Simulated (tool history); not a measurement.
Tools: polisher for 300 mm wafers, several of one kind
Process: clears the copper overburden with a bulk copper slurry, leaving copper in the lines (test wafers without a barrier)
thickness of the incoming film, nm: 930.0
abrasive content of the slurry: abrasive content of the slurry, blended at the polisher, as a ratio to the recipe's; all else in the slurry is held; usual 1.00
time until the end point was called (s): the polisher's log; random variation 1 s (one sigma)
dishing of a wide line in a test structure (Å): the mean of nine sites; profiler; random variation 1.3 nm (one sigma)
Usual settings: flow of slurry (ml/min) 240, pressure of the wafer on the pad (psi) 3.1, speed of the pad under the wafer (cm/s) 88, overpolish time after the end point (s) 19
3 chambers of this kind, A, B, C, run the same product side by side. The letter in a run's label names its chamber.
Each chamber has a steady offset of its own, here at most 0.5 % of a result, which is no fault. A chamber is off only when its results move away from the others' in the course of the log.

run,day,flow of slurry (ml/min),pressure of the wafer on the pad (psi),speed of the pad under the wafer (cm/s),abrasive content of the slurry,overpolish time after the end point (s),time until the end point was called (s),dishing of a wide line in a test structure (Å)
1A,0.312,240,3.1,88,1.00,19,96.130,954.11
# day 0.421: chamber B: slurry nozzle cleaned
# day 0.729: chamber A: worn pad replaced by a new one
2C,0.950,240,3.1,88,1.00,19,98.294,966.18
3B,1.462,240,3.1,88,1.00,19,96.102,974.09
# day 1.633: chamber C: worn pad replaced by a new one
4C,1.925,240,3.1,88,1.00,19,97.837,966.62
5B,2.504,240,3.1,88,1.00,19,96.487,951.39
6A,2.833,270,3.1,88,1.00,24,94.789,1080.20
7C,3.167,270,3.1,88,1.00,24,95.799,1078.50
8B,3.550,270,3.1,88,1.00,24,95.577,1053.30
9A,4.183,240,3.1,88,1.00,19,96.396,958.37
10A,4.679,240,3.1,88,1.00,19,94.614,932.41
11C,4.962,240,3.1,88,1.00,19,95.123,983.66
12B,5.475,240,3.1,88,1.00,19,99.831,920.93
13C,5.783,240,3.1,88,1.00,19,96.526,947.35
# day 5.979: chamber C: slurry blender recalibrated
14B,6.288,240,3.1,88,1.00,19,100.740,935.27
# day 6.483: chamber A: head pressure recalibrated
15A,6.592,240,3.1,88,1.00,19,95.014,944.20
# day 6.604: chamber A: slurry blender recalibrated
# day 6.954: chamber A: worn pad replaced by a new one
# day 6.954: chamber C: worn pad replaced by a new one
# day 6.983: chamber C: head pressure recalibrated
16A,7.188,240,3.1,88,1.00,19,98.675,944.02
17B,7.750,240,3.1,88,1.00,19,102.360,940.61
# day 8.233: chamber B: slurry blender recalibrated
18C,8.367,240,3.1,88,1.00,19,95.971,959.79
# day 8.829: chamber B: slurry nozzle cleaned
19B,8.933,240,3.1,88,0.90,19,106.500,915.72
# day 9.325: chamber A: slurry nozzle cleaned
20C,9.483,240,3.1,88,0.90,19,99.722,946.89
21A,9.779,240,3.1,88,0.90,19,98.068,941.50

What goes on in this fleet: one chamber off, a drifting gauge, or nothing beyond the chambers' own small offsets? Name the chamber and the cause, if any.

Chamber B drifts away from the others.
Cause: removal rate lost through wear of the pad, % = 7.83.
The log may not tell that from: head's pressure below its setpoint, %.

Here are 4 candidates for chamber B's next run, each the usual settings with a change, their results left as question marks. Which one brings its results back in line with what the others give on the usual settings?
In line means no further than this from the other chambers' mean on the usual settings: time until the end point was called (s) 3.700; dishing of a wide line in a test structure (Å) 47.00
22B-1,10.246,240,3.0,84,1.00,19,?,?
22B-2,10.246,240,2.8,82,1.00,20,?,?
22B-3,10.246,240,3.4,96,1.00,18,?,?
22B-4,10.246,240,3.2,92,1.00,19,?,?

The other chambers' mean on the usual settings: time until the end point was called (s) 96.293; dishing of a wide line in a test structure (Å) 949.83
run,time until the end point was called (s),dishing of a wide line in a test structure (Å)
22B-1,113.400,854.18
22B-2,124.550,822.31
22B-3,87.551,989.38
22B-4,97.095,950.99
22B-4 brings the chamber back in line.
